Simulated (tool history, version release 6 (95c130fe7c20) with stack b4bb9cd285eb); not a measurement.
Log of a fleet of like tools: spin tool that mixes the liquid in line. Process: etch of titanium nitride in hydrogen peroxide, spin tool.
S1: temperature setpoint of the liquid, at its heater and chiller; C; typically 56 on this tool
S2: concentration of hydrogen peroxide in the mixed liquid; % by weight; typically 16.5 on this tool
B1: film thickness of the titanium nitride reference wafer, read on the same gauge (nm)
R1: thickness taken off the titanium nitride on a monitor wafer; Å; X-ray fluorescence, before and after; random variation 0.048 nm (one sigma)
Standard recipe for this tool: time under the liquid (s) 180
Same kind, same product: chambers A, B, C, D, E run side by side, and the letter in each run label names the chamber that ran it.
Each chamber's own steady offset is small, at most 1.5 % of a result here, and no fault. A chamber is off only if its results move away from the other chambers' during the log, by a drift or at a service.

{"hour": 0.7, "done": "chamber C: peroxide flow meter replaced"}
{"hour": 3.5, "done": "chamber D: new drum of peroxide connected"}
{"run": "1C", "hour": 5.9, "S1": 56, "S2": 16.5, "time under the liquid (s)": 180, "B1": 119.98, "R1": 77.137}
{"run": "2E", "hour": 9.1, "S1": 56, "S2": 16.5, "time under the liquid (s)": 180, "B1": 119.99, "R1": 78.811}
{"run": "3A", "hour": 12.7, "S1": 56, "S2": 16.5, "time under the liquid (s)": 180, "B1": 119.96, "R1": 77.729}
{"run": "4B", "hour": 16.2, "S1": 56, "S2": 16.5, "time under the liquid (s)": 180, "B1": 120.03, "R1": 78.212}
{"run": "5D", "hour": 20.9, "S1": 56, "S2": 16.5, "time under the liquid (s)": 180, "B1": 120, "R1": 76.517}
{"run": "6D", "hour": 23.6, "S1": 56, "S2": 12, "time under the liquid (s)": 180, "B1": 119.99, "R1": 72.142}
{"run": "7B", "hour": 28.3, "S1": 56, "S2": 12, "time under the liquid (s)": 180, "B1": 120.06, "R1": 73.341}
{"run": "8C", "hour": 32.6, "S1": 56, "S2": 12, "time under the liquid (s)": 180, "B1": 119.98, "R1": 72.63}
{"run": "9E", "hour": 37.6, "S1": 56, "S2": 12, "time under the liquid (s)": 180, "B1": 119.99, "R1": 73.313}
{"run": "10A", "hour": 43.5, "S1": 56, "S2": 12, "time under the liquid (s)": 180, "B1": 119.98, "R1": 72.378}
{"run": "11B", "hour": 48.9, "S1": 56, "S2": 16.5, "time under the liquid (s)": 180, "B1": 120.01, "R1": 77.913}
{"hour": 50.3, "done": "chamber D: heated supply line repaired"}
{"run": "12A", "hour": 52.6, "S1": 56, "S2": 16.5, "time under the liquid (s)": 180, "B1": 120, "R1": 76.87}
{"run": "13E", "hour": 57.2, "S1": 56, "S2": 16.5, "time under the liquid (s)": 220, "B1": 120, "R1": 95.949}
{"hour": 59.3, "done": "chamber D: peroxide flow meter replaced"}
{"run": "14C", "hour": 63.0, "S1": 56, "S2": 16.5, "time under the liquid (s)": 220, "B1": 120, "R1": 94.397}
{"run": "15D", "hour": 65.7, "S1": 56, "S2": 16.5, "time under the liquid (s)": 220, "B1": 119.99, "R1": 94.154}
{"run": "16D", "hour": 69.7, "S1": 56, "S2": 16.5, "time under the liquid (s)": 220, "B1": 119.99, "R1": 94.971}
{"run": "17A", "hour": 74.8, "S1": 56, "S2": 16.5, "time under the liquid (s)": 220, "B1": 120.01, "R1": 94.411}
{"run": "18C", "hour": 80.3, "S1": 56, "S2": 16.5, "time under the liquid (s)": 180, "B1": 120, "R1": 76.098}
{"hour": 83.3, "done": "chamber B: thermometer replaced"}
{"run": "19E", "hour": 84.5, "S1": 56, "S2": 19.5, "time under the liquid (s)": 270, "B1": 119.97, "R1": 120.91}
{"run": "20B", "hour": 90.0, "S1": 56, "S2": 19.5, "time under the liquid (s)": 270, "B1": 120.01, "R1": 120.94}
{"hour": 93.1, "done": "chamber B: peroxide flow meter replaced"}
{"run": "21C", "hour": 95.5, "S1": 56, "S2": 19.5, "time under the liquid (s)": 270, "B1": 119.95, "R1": 116.29}
{"run": "22B", "hour": 99.2, "S1": 56, "S2": 19.5, "time under the liquid (s)": 270, "B1": 120, "R1": 120.4}
{"run": "23D", "hour": 105.1, "S1": 56, "S2": 19.5, "time under the liquid (s)": 270, "B1": 119.99, "R1": 120.43}
{"run": "24E", "hour": 108.5, "S1": 49, "S2": 16.5, "time under the liquid (s)": 125, "B1": 119.98, "R1": 33.425}
{"run": "25A", "hour": 111.1, "S1": 49, "S2": 16.5, "time under the liquid (s)": 125, "B1": 119.98, "R1": 32.098}
{"run": "26B", "hour": 115.2, "S1": 49, "S2": 16.5, "time under the liquid (s)": 125, "B1": 120.03, "R1": 32.575}
{"run": "27A", "hour": 120.9, "S1": 49, "S2": 16.5, "time under the liquid (s)": 125, "B1": 119.98, "R1": 32.625}
{"hour": 122.7, "done": "chamber D: thermometer replaced"}
{"run": "28E", "hour": 126.7, "S1": 49, "S2": 16.5, "time under the liquid (s)": 125, "B1": 120.03, "R1": 33.547}
{"run": "29D", "hour": 129.4, "S1": 56, "S2": 18.5, "time under the liquid (s)": 75, "B1": 120.01, "R1": 33.174}
{"run": "30C", "hour": 134.9, "S1": 56, "S2": 18.5, "time under the liquid (s)": 75, "B1": 119.98, "R1": 32.232}
{"run": "31B", "hour": 137.6, "S1": 56, "S2": 18.5, "time under the liquid (s)": 75, "B1": 119.95, "R1": 33.289}
{"run": "32D", "hour": 141.3, "S1": 56, "S2": 18.5, "time under the liquid (s)": 75, "B1": 119.99, "R1": 32.879}
{"run": "33A", "hour": 145.9, "S1": 56, "S2": 18.5, "time under the liquid (s)": 75, "B1": 119.95, "R1": 33.068}
{"run": "34E", "hour": 150.6, "S1": 56, "S2": 21, "time under the liquid (s)": 270, "B1": 120.04, "R1": 121.96}
{"run": "35C", "hour": 153.3, "S1": 56, "S2": 21, "time under the liquid (s)": 270, "B1": 120, "R1": 118.7}
{"run": "36B", "hour": 159.1, "S1": 56, "S2": 21, "time under the liquid (s)": 270, "B1": 119.97, "R1": 122.2}
{"run": "37E", "hour": 162.0, "S1": 56, "S2": 21, "time under the liquid (s)": 270, "B1": 120.02, "R1": 123.78}
{"run": "38A", "hour": 166.9, "S1": 56, "S2": 21, "time under the liquid (s)": 270, "B1": 120, "R1": 122.37}
{"run": "39D", "hour": 172.3, "S1": 56, "S2": 16.5, "time under the liquid (s)": 180, "B1": 119.95, "R1": 77.034}
{"run": "40C", "hour": 177.2, "S1": 56, "S2": 16.5, "time under the liquid (s)": 180, "B1": 120.02, "R1": 74.221}
{"run": "41D", "hour": 180.6, "S1": 56, "S2": 16.5, "time under the liquid (s)": 180, "B1": 119.98, "R1": 77.116}
{"run": "42A", "hour": 184.2, "S1": 56, "S2": 16.5, "time under the liquid (s)": 180, "B1": 119.98, "R1": 77.888}
{"run": "43C", "hour": 189.2, "S1": 56, "S2": 16.5, "time under the liquid (s)": 180, "B1": 120.04, "R1": 73.546}
{"run": "44E", "hour": 193.9, "S1": 56, "S2": 16.5, "time under the liquid (s)": 180, "B1": 120, "R1": 78.93}

Read the log: is a single chamber off, either drifting away or since a service, is the gauge that measures every chamber drifting, or is nothing wrong beyond small per-chamber offsets? Name any odd chamber and what most likely caused it.

It is chamber C that slowly wanders off from its peers.
What lies behind it: temperature lost on the way to the wafer (K) = 0.739.
With only this log, it may be confused with: liquid colder than its thermometer reads (K).

Here are 4 candidates for chamber C's next run, each the usual settings with a change, their results left as question marks. Which one brings its results back in line with what the others give on the usual settings?
In line here means within this much of the mean the other chambers give on the usual settings: R1 1.7 Å
{"run": "45C-1", "hour": 198.2, "S1": 56, "S2": 16.5, "time under the liquid (s)": 190, "R1": "?"}
{"run": "45C-2", "hour": 198.2, "S1": 55.5, "S2": 16.5, "time under the liquid (s)": 175, "R1": "?"}
{"run": "45C-3", "hour": 198.2, "S1": 56, "S2": 15, "time under the liquid (s)": 180, "R1": "?"}
{"run": "45C-4", "hour": 198.2, "S1": 56, "S2": 16.5, "time under the liquid (s)": 185, "R1": "?"}

Average result of the remaining chambers running the usual settings: R1 77.688 Å
run=45C-1 R1=77.403
run=45C-2 R1=68.839
run=45C-3 R1=71.878
run=45C-4 R1=75.366
The answer is 45C-1, which returns the chamber to within the allowed miss of the others.
